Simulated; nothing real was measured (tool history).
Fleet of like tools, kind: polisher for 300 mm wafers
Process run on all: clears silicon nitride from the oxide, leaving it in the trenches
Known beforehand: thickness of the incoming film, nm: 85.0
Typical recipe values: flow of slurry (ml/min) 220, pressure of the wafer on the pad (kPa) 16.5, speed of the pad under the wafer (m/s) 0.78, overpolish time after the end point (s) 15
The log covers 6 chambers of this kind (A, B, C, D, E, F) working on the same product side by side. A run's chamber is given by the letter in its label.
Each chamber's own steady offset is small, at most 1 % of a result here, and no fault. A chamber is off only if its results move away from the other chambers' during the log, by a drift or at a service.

| run | hour | flow of slurry (ml/min) | pressure of the wafer on the pad (kPa) | speed of the pad under the wafer (m/s) | overpolish time after the end point (s) | wafers polished on this pad | hours since the slurry nozzle was cleaned | hours since the head pressure was calibrated | time until the end point was called (s) |
|---|---|---|---|---|---|---|---|---|---|
|  | 3 | chamber E: worn pad replaced by a new one |
| 1C | 10.9 | 220 | 16.5 | 0.78 | 15 | 1025 | 518.7 | 504.2 | 165.55 |
| 2A | 23.6 | 220 | 16.5 | 0.78 | 15 | 366 | 66.4 | 595.2 | 166.47 |
|  | 24.4 | chamber C: worn pad replaced by a new one |
|  | 31.7 | chamber B: worn pad replaced by a new one |
| 3D | 33.6 | 220 | 16.5 | 0.78 | 15 | 485 | 350.5 | 329.1 | 167.36 |
| 4F | 46.1 | 220 | 16.5 | 0.78 | 15 | 831 | 387.5 | 269.2 | 169.08 |
|  | 55 | chamber F: worn pad replaced by a new one |
| 5E | 58.2 | 220 | 16.5 | 0.78 | 15 | 423 | 411.1 | 946.8 | 165.83 |
| 6B | 71.1 | 220 | 16.5 | 0.78 | 15 | 302 | 265.2 | 509.7 | 164.76 |
|  | 75.9 | chamber E: worn pad replaced by a new one |
|  | 78.7 | chamber A: head pressure recalibrated |
| 7B | 82.9 | 220 | 16.5 | 0.78 | 15 | 392 | 277 | 521.5 | 164.68 |
| 8A | 91.4 | 220 | 16.5 | 0.78 | 15 | 885 | 134.2 | 12.8 | 167.89 |
|  | 95 | chamber D: worn pad replaced by a new one |
|  | 95.4 | chamber F: head pressure recalibrated |
| 9C | 102.2 | 220 | 16.5 | 0.78 | 15 | 596 | 610 | 595.5 | 163.02 |
| 10F | 110.1 | 220 | 16.5 | 0.78 | 15 | 422 | 451.5 | 14.8 | 168.76 |
|  | 110.3 | chamber A: worn pad replaced by a new one |
| 11E | 124.3 | 220 | 19.3 | 0.78 | 15 | 371 | 477.2 | 1012.9 | 142.84 |
|  | 127.6 | chamber B: slurry nozzle cleaned |
| 12D | 138.5 | 220 | 19.3 | 0.78 | 15 | 333 | 455.4 | 434 | 143.12 |
| 13D | 147 | 220 | 19.3 | 0.78 | 15 | 398 | 463.9 | 442.5 | 142.73 |
| 14B | 157.1 | 220 | 19.3 | 0.78 | 15 | 961 | 29.5 | 595.7 | 143.47 |
|  | 162.3 | chamber F: worn pad replaced by a new one |
| 15F | 164.5 | 220 | 19.3 | 0.78 | 15 | 16 | 505.9 | 69.2 | 143.21 |
|  | 166.4 | chamber E: worn pad replaced by a new one |
|  | 168.2 | chamber B: worn pad replaced by a new one |
| 16A | 172.3 | 220 | 19.3 | 0.78 | 15 | 475 | 215.1 | 93.7 | 142.34 |
|  | 175.2 | chamber A: slurry nozzle cleaned |
|  | 178.6 | chamber C: worn pad replaced by a new one |
| 17C | 184.9 | 275 | 18.6 | 0.78 | 15 | 48 | 692.7 | 678.2 | 142.15 |
| 18E | 193.1 | 275 | 18.6 | 0.78 | 15 | 205 | 546 | 1081.7 | 144.06 |
|  | 193.2 | chamber D: worn pad replaced by a new one |
| 19E | 202.8 | 275 | 18.6 | 0.78 | 15 | 279 | 555.7 | 1091.4 | 143.28 |
|  | 203.2 | chamber F: slurry nozzle cleaned |
| 20A | 214.6 | 275 | 18.6 | 0.78 | 15 | 799 | 39.4 | 136 | 143.9 |
|  | 226.3 | chamber A: worn pad replaced by a new one |
| 21B | 229.1 | 275 | 18.6 | 0.78 | 15 | 467 | 101.5 | 667.7 | 141.56 |
| 22D | 236.6 | 275 | 18.6 | 0.78 | 15 | 333 | 553.5 | 532.1 | 144.34 |
|  | 237.1 | chamber E: worn pad replaced by a new one |
|  | 240.7 | chamber C: slurry nozzle cleaned |
| 23C | 245.9 | 220 | 16.5 | 0.78 | 15 | 516 | 5.3 | 739.2 | 163.2 |
| 24F | 255.3 | 220 | 19.3 | 0.78 | 15 | 713 | 52.2 | 160 | 141.31 |
|  | 258.4 | chamber E: slurry nozzle cleaned |
| 25C | 268.5 | 220 | 19.3 | 0.78 | 15 | 689 | 27.9 | 761.8 | 141.66 |
| 26A | 275.2 | 220 | 19.3 | 0.78 | 15 | 375 | 100 | 196.6 | 142.75 |
|  | 277.8 | chamber F: worn pad replaced by a new one |
| 27E | 282.2 | 220 | 19.3 | 0.78 | 15 | 346 | 23.9 | 1170.8 | 142.69 |
| 28F | 293.7 | 220 | 19.3 | 0.78 | 15 | 122 | 90.6 | 198.4 | 144.36 |
|  | 298.6 | chamber D: worn pad replaced by a new one |
|  | 305.3 | chamber B: worn pad replaced by a new one |
| 29B | 306 | 220 | 19.3 | 0.78 | 15 | 5 | 178.4 | 744.6 | 144.68 |
|  | 315.6 | chamber E: worn pad replaced by a new one |
| 30D | 320.3 | 195 | 16.5 | 0.52 | 15 | 166 | 637.2 | 615.8 | 251.82 |
|  | 328.2 | chamber D: slurry nozzle cleaned |
| 31A | 333.2 | 195 | 16.5 | 0.52 | 15 | 820 | 158 | 254.6 | 256.19 |
| 32C | 344.4 | 195 | 16.5 | 0.52 | 15 | 1271 | 103.8 | 837.7 | 247.01 |
| 33E | 352 | 195 | 16.5 | 0.52 | 15 | 279 | 93.7 | 1240.6 | 253.93 |
| 34B | 361.9 | 195 | 16.5 | 0.52 | 15 | 434 | 234.3 | 800.5 | 250.59 |
| 35D | 373.7 | 195 | 16.5 | 0.52 | 15 | 576 | 45.5 | 669.2 | 252.47 |
|  | 376.7 | chamber F: worn pad replaced by a new one |
| 36F | 380.7 | 220 | 16.5 | 0.58 | 15 | 30 | 177.6 | 285.4 | 225.89 |
| 37F | 394.5 | 220 | 16.5 | 0.58 | 15 | 136 | 191.4 | 299.2 | 223.1 |

The same settings go to every chamber for the next run, one line per chamber below. Forecast the results for each:
| 38A | 405.1 | 220 | 16.5 | 0.78 | 15 |  |  |  | ? |
| 38B | 405.1 | 220 | 16.5 | 0.78 | 15 |  |  |  | ? |
| 38C | 405.1 | 220 | 16.5 | 0.78 | 15 |  |  |  | ? |
| 38D | 405.1 | 220 | 16.5 | 0.78 | 15 |  |  |  | ? |
| 38E | 405.1 | 220 | 16.5 | 0.78 | 15 |  |  |  | ? |
| 38F | 405.1 | 220 | 16.5 | 0.78 | 15 |  |  |  | ? |

| run | time until the end point was called (s) |
|---|---|
| 38A | 168.09 |
| 38B | 165.37 |
| 38C | 164.76 |
| 38D | 166.64 |
| 38E | 166.8 |
| 38F | 166.59 |
